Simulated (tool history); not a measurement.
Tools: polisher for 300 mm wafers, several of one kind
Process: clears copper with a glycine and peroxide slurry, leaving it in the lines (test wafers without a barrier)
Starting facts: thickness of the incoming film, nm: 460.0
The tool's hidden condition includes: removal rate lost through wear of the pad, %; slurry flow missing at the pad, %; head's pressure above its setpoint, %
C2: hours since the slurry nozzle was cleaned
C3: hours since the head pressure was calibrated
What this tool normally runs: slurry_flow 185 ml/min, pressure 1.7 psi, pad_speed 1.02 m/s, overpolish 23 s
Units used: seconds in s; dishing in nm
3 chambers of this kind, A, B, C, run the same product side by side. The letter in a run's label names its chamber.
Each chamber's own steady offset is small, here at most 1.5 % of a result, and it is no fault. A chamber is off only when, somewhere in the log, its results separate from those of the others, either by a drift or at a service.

{"hour": 3.4, "done": "chamber C: worn pad replaced by a new one"}
{"run": "1B", "hour": 4.6, "slurry_flow": 185, "pressure": 1.7, "pad_speed": 1.02, "overpolish": 23, "wafers polished on this pad": 374, "C2": 52.2, "C3": 839.4, "seconds": 100.97, "dishing": 54.704}
{"run": "2C", "hour": 8.8, "slurry_flow": 185, "pressure": 1.7, "pad_speed": 1.02, "overpolish": 23, "wafers polished on this pad": 35, "C2": 339.5, "C3": 1286, "seconds": 100.16, "dishing": 55.084}
{"run": "3A", "hour": 12.0, "slurry_flow": 185, "pressure": 1.7, "pad_speed": 1.02, "overpolish": 23, "wafers polished on this pad": 669, "C2": 315.1, "C3": 232.8, "seconds": 102.99, "dishing": 54.37}
{"run": "4C", "hour": 16.8, "slurry_flow": 185, "pressure": 1.7, "pad_speed": 1.02, "overpolish": 23, "wafers polished on this pad": 87, "C2": 347.5, "C3": 1294, "seconds": 103.89, "dishing": 54.484}
{"hour": 18.5, "done": "chamber B: worn pad replaced by a new one"}
{"run": "5A", "hour": 19.8, "slurry_flow": 185, "pressure": 1.7, "pad_speed": 1.02, "overpolish": 23, "wafers polished on this pad": 719, "C2": 322.9, "C3": 240.6, "seconds": 100.84, "dishing": 53.797}
{"run": "6B", "hour": 22.1, "slurry_flow": 185, "pressure": 1.7, "pad_speed": 1.02, "overpolish": 23, "wafers polished on this pad": 23, "C2": 69.7, "C3": 856.9, "seconds": 106.27, "dishing": 53.255}
{"run": "7C", "hour": 24.9, "slurry_flow": 185, "pressure": 1.7, "pad_speed": 0.82, "overpolish": 23, "wafers polished on this pad": 140, "C2": 355.6, "C3": 1302.1, "seconds": 121.62, "dishing": 50.909}
{"run": "8B", "hour": 27.3, "slurry_flow": 185, "pressure": 1.7, "pad_speed": 0.82, "overpolish": 23, "wafers polished on this pad": 57, "C2": 74.9, "C3": 862.1, "seconds": 128.47, "dishing": 50.884}
{"run": "9A", "hour": 31.0, "slurry_flow": 185, "pressure": 1.7, "pad_speed": 0.82, "overpolish": 23, "wafers polished on this pad": 792, "C2": 334.1, "C3": 251.8, "seconds": 122.35, "dishing": 48.615}
{"hour": 31.4, "done": "chamber A: slurry nozzle cleaned"}
{"run": "10B", "hour": 33.9, "slurry_flow": 185, "pressure": 1.7, "pad_speed": 1.02, "overpolish": 23, "wafers polished on this pad": 100, "C2": 81.5, "C3": 868.7, "seconds": 104.74, "dishing": 53.56}
{"run": "11C", "hour": 38.0, "slurry_flow": 185, "pressure": 1.7, "pad_speed": 1.02, "overpolish": 23, "wafers polished on this pad": 225, "C2": 368.7, "C3": 1315.2, "seconds": 101.87, "dishing": 54.91}
{"run": "12A", "hour": 40.4, "slurry_flow": 185, "pressure": 1.7, "pad_speed": 1.02, "overpolish": 23, "wafers polished on this pad": 853, "C2": 9, "C3": 261.2, "seconds": 104.16, "dishing": 55.048}
{"hour": 43.6, "done": "chamber A: worn pad replaced by a new one"}
{"run": "13B", "hour": 44.4, "slurry_flow": 185, "pressure": 1.7, "pad_speed": 0.78, "overpolish": 23, "wafers polished on this pad": 168, "C2": 92, "C3": 879.2, "seconds": 122.95, "dishing": 46.879}
{"run": "14A", "hour": 48.0, "slurry_flow": 185, "pressure": 1.7, "pad_speed": 0.78, "overpolish": 23, "wafers polished on this pad": 28, "C2": 16.6, "C3": 268.8, "seconds": 127.8, "dishing": 48.163}
{"run": "15C", "hour": 50.8, "slurry_flow": 185, "pressure": 1.7, "pad_speed": 0.78, "overpolish": 23, "wafers polished on this pad": 308, "C2": 381.5, "C3": 1328, "seconds": 122.93, "dishing": 50.216}
{"run": "16C", "hour": 54.9, "slurry_flow": 185, "pressure": 1.7, "pad_speed": 1.02, "overpolish": 23, "wafers polished on this pad": 335, "C2": 385.6, "C3": 1332.1, "seconds": 104.48, "dishing": 53.49}
{"run": "17A", "hour": 57.6, "slurry_flow": 185, "pressure": 1.7, "pad_speed": 1.02, "overpolish": 23, "wafers polished on this pad": 91, "C2": 26.2, "C3": 278.4, "seconds": 104.54, "dishing": 54.913}
{"run": "18B", "hour": 61.8, "slurry_flow": 185, "pressure": 1.7, "pad_speed": 1.02, "overpolish": 23, "wafers polished on this pad": 281, "C2": 109.4, "C3": 896.6, "seconds": 109.23, "dishing": 53.915}
{"run": "19C", "hour": 64.6, "slurry_flow": 185, "pressure": 1.7, "pad_speed": 1.02, "overpolish": 23, "wafers polished on this pad": 398, "C2": 395.3, "C3": 1341.8, "seconds": 104.44, "dishing": 55.566}
{"run": "20A", "hour": 69.5, "slurry_flow": 185, "pressure": 1.7, "pad_speed": 1.02, "overpolish": 23, "wafers polished on this pad": 168, "C2": 38.1, "C3": 290.3, "seconds": 103.13, "dishing": 53.617}
{"run": "21B", "hour": 73.6, "slurry_flow": 185, "pressure": 1.7, "pad_speed": 1.02, "overpolish": 23, "wafers polished on this pad": 358, "C2": 121.2, "C3": 908.4, "seconds": 105.3, "dishing": 55.102}
{"run": "22C", "hour": 76.6, "slurry_flow": 185, "pressure": 2.2, "pad_speed": 1.36, "overpolish": 23, "wafers polished on this pad": 476, "C2": 407.3, "C3": 1353.8, "seconds": 68.596, "dishing": 69.262}
{"run": "23B", "hour": 80.1, "slurry_flow": 185, "pressure": 2.2, "pad_speed": 1.36, "overpolish": 23, "wafers polished on this pad": 401, "C2": 127.7, "C3": 914.9, "seconds": 68.621, "dishing": 67.272}

Next, every chamber runs the same settings. What will each give?
{"run": "24A", "hour": 83.7, "slurry_flow": 185, "pressure": 1.7, "pad_speed": 1.02, "overpolish": 29, "seconds": "?", "dishing": "?"}
{"run": "24B", "hour": 83.7, "slurry_flow": 185, "pressure": 1.7, "pad_speed": 1.02, "overpolish": 29, "seconds": "?", "dishing": "?"}
{"run": "24C", "hour": 83.7, "slurry_flow": 185, "pressure": 1.7, "pad_speed": 1.02, "overpolish": 29, "seconds": "?", "dishing": "?"}

run=24A seconds=102.92 dishing=62.786
run=24B seconds=104.92 dishing=60.113
run=24C seconds=104.09 dishing=62.659
